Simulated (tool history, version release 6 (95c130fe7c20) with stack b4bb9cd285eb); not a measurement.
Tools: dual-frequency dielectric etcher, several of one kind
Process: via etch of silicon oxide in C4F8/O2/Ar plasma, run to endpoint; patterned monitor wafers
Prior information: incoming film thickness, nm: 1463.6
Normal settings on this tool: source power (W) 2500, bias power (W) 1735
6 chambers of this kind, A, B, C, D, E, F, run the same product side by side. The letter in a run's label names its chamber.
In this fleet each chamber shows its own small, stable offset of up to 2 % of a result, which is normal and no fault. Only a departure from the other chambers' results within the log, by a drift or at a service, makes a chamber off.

run	hour	source power (W)	bias power (W)	hours since the last wet clean	hours since the last source power generator calibration	hours since the last bias power generator calibration	endpoint time (s)
1F	12.7	2500	1735	495.4	3688.3	647.1	276.21
2A	23.8	2500	1735	262.8	294.5	2592.8	279.28
3C	35.6	2500	1735	539.2	504.7	2461	271.56
# hour 40.9: chamber F: source power generator calibrated
4B	47.9	2500	1735	101.2	2298.4	3759.3	276.76
5E	59.5	2500	1735	221.1	3431.6	1913	272.97
# hour 62.1: chamber D: wet clean of the chamber
6D	66.9	2500	1597	4.8	1012.5	1795.1	274.47
# hour 73.4: chamber E: bias power generator calibrated
# hour 77.2: chamber F: wet clean of the chamber
7A	77.5	2500	1597	316.5	348.2	2646.5	287.22
8D	85.2	2500	1597	23.1	1030.8	1813.4	277.79
9F	96.8	2500	1597	19.6	55.9	731.2	279.6
10E	106.3	2500	1597	267.9	3478.4	32.9	275.78
11B	113.8	2500	1597	167.1	2364.3	3825.2	281.47
12C	120.1	2500	1735	623.7	589.2	2545.5	275.28
13D	132.9	2500	1735	70.8	1078.5	1861.1	271.37
14C	145.9	2500	1735	649.5	615	2571.3	272.51
15E	159.3	2500	1735	320.9	3531.4	85.9	276.65
16F	172.3	2500	1735	95.1	131.4	806.7	275.2
17A	180.5	2500	1735	419.5	451.2	2749.5	277.62
18B	187.6	2500	1735	240.9	2438.1	3899	278.25
19A	193.9	2500	1735	432.9	464.6	2762.9	280.58
# hour 202.5: chamber C: wet clean of the chamber
20D	207.5	2500	1735	145.4	1153.1	1935.7	269.7
21F	219.4	2500	1735	142.2	178.5	853.8	271.89
22E	230.1	2500	1735	391.7	3602.2	156.7	273.02
23C	240.2	2500	1735	37.8	709.3	2665.6	271.28
# hour 244.6: chamber E: wet clean of the chamber
24B	251.3	2500	1735	304.6	2501.8	3962.7	278.36
25A	265.4	2500	1735	504.4	536.1	2834.4	280.61
26E	278	2500	1735	33.5	3650.1	204.6	271.78
27F	289.7	2500	1735	212.5	248.8	924.1	277.37
28B	297.8	3050	1311	351.1	2548.3	4009.2	276.34
29D	307.7	3050	1311	245.6	1253.3	2035.9	267.46
30C	314.2	3050	1311	111.8	783.3	2739.6	269.68
31C	321.2	3050	1311	118.8	790.3	2746.6	269.41
32F	330.2	3050	1311	253	289.3	964.6	270.33
# hour 334.9: chamber D: bias power generator calibrated
33B	338.7	3050	1311	392	2589.2	4050.1	273.3
34D	344.9	2500	1735	282.8	1290.5	10	271.62
35E	354.4	2500	1735	109.9	3726.5	281	271.2
36A	362.2	2500	1735	601.2	632.9	2931.2	282.54
37A	374.6	2810	1505	613.6	645.3	2943.6	278.39
38D	381	2810	1505	318.9	1326.6	46.1	269.04
39F	389.2	2810	1505	312	348.3	1023.6	271.48
40B	398.9	2810	1505	452.2	2649.4	4110.3	272.31

For the next run the whole fleet of 6 chambers uses the same settings. Give each chamber's results:
41A	409.1	2780	1735				?
41B	409.1	2780	1735				?
41C	409.1	2780	1735				?
41D	409.1	2780	1735				?
41E	409.1	2780	1735				?
41F	409.1	2780	1735				?

run	endpoint time (s)
41A	266.97
41B	265.6
41C	262.3
41D	259.29
41E	261.64
41F	264.05
